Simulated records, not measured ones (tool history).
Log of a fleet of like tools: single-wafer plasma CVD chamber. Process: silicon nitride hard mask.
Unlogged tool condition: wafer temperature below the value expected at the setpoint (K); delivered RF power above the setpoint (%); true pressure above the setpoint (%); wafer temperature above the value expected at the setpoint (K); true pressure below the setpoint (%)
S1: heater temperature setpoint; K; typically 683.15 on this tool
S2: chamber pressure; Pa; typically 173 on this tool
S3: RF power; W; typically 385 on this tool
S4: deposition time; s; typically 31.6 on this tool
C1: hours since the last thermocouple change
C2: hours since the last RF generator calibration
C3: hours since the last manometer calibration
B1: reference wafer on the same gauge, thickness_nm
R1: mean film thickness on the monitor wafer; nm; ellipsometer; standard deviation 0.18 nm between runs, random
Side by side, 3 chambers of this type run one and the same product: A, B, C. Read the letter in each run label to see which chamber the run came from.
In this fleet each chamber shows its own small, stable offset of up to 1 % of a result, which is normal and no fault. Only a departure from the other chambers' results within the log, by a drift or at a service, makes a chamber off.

run   hour      S1   S2   S3    S4      C1      C2      C3      B1      R1
 1C    7.7  683.15  173  385  31.6  1374.6   966.1  2305.5  47.869  40.063
 2B   15.5  683.15  173  385  31.6   287.7  1036.1   241.7  47.874  39.916
 3A   23.5  683.15  173  385  31.6    1038     475  1365.1   47.96  39.978
 4A   28.3  683.15  173  385  31.6  1042.8   479.8  1369.9  47.901  39.863
 5C   35.3  683.15  173  385  31.6  1402.2   993.7  2333.1  47.863  40.355
 6B   44.6  683.15  173  385  31.6   316.8  1065.2   270.8  47.856  40.428
 7B   49.6  683.15  173  385  31.6   321.8  1070.2   275.8  47.867  39.834
 8C   54.1  683.15  173  385  31.6    1421  1012.5  2351.9  47.916  39.906
 9A   62.8  683.15  173  385  31.6  1077.3   514.3  1404.4  47.858  39.627
10C   69.5  683.15  173  385  31.6  1436.4  1027.9  2367.3   47.84  39.782
11A   74.4  683.15  173  385  31.6  1088.9   525.9    1416  47.919  39.687
12B   84.6  683.15  173  385  31.6   356.8  1105.2   310.8  47.949  40.142
13C   94.3  668.15  173  385  31.6  1461.2  1052.7  2392.1  47.972  40.061
14B  101.8  668.15  173  385  31.6     374  1122.4     328  47.928  40.419
15A  107.9  668.15  173  385  31.6  1122.4   559.4  1449.5  47.891  39.927
16B  116.4  683.15  173  385  31.6   388.6    1137   342.6  47.943  40.022
     123.6  -- chamber C: capacitance manometer re-zeroed and calibrated
17C  125.6  683.15  173  385  31.6  1492.5    1084     2.1  47.868  39.966
18A  134.9  678.15  173  385  37.6  1149.4   586.4  1476.5  47.874  47.431
19B  142.2  678.15  173  385  37.6   414.4  1162.8   368.4  47.871  47.486
20C  149.5  678.15  173  385  37.6  1516.4  1107.9      26  47.923  47.112
21A  158.8  683.15  173  385  31.6  1173.3   610.3  1500.4  47.883  39.765
22C  168.3  683.15  173  385  31.6  1535.2  1126.7    44.8   47.87  40.107
23B  174.4  683.15  173  385  31.6   446.6    1195   400.6  47.902  39.761
24A  184.5  683.15  173  385  31.6    1199     636  1526.1  47.946  39.699
25C  190.9  683.15  173  385  31.6  1557.8  1149.3    67.4  47.844  39.794
26B  199.3  683.15  173  385  31.6   471.5  1219.9   425.5  47.874  39.985
27A  206.2  683.15  173  385  31.6  1220.7   657.7  1547.8  47.971  39.619

Is one chamber out of step, is the gauge drifting, or do the chambers differ by no more than their own small offsets? For an off chamber, give its letter and the likeliest cause.

Neither any chamber nor the gauge drifts; the chambers differ only by their own small, steady offsets.

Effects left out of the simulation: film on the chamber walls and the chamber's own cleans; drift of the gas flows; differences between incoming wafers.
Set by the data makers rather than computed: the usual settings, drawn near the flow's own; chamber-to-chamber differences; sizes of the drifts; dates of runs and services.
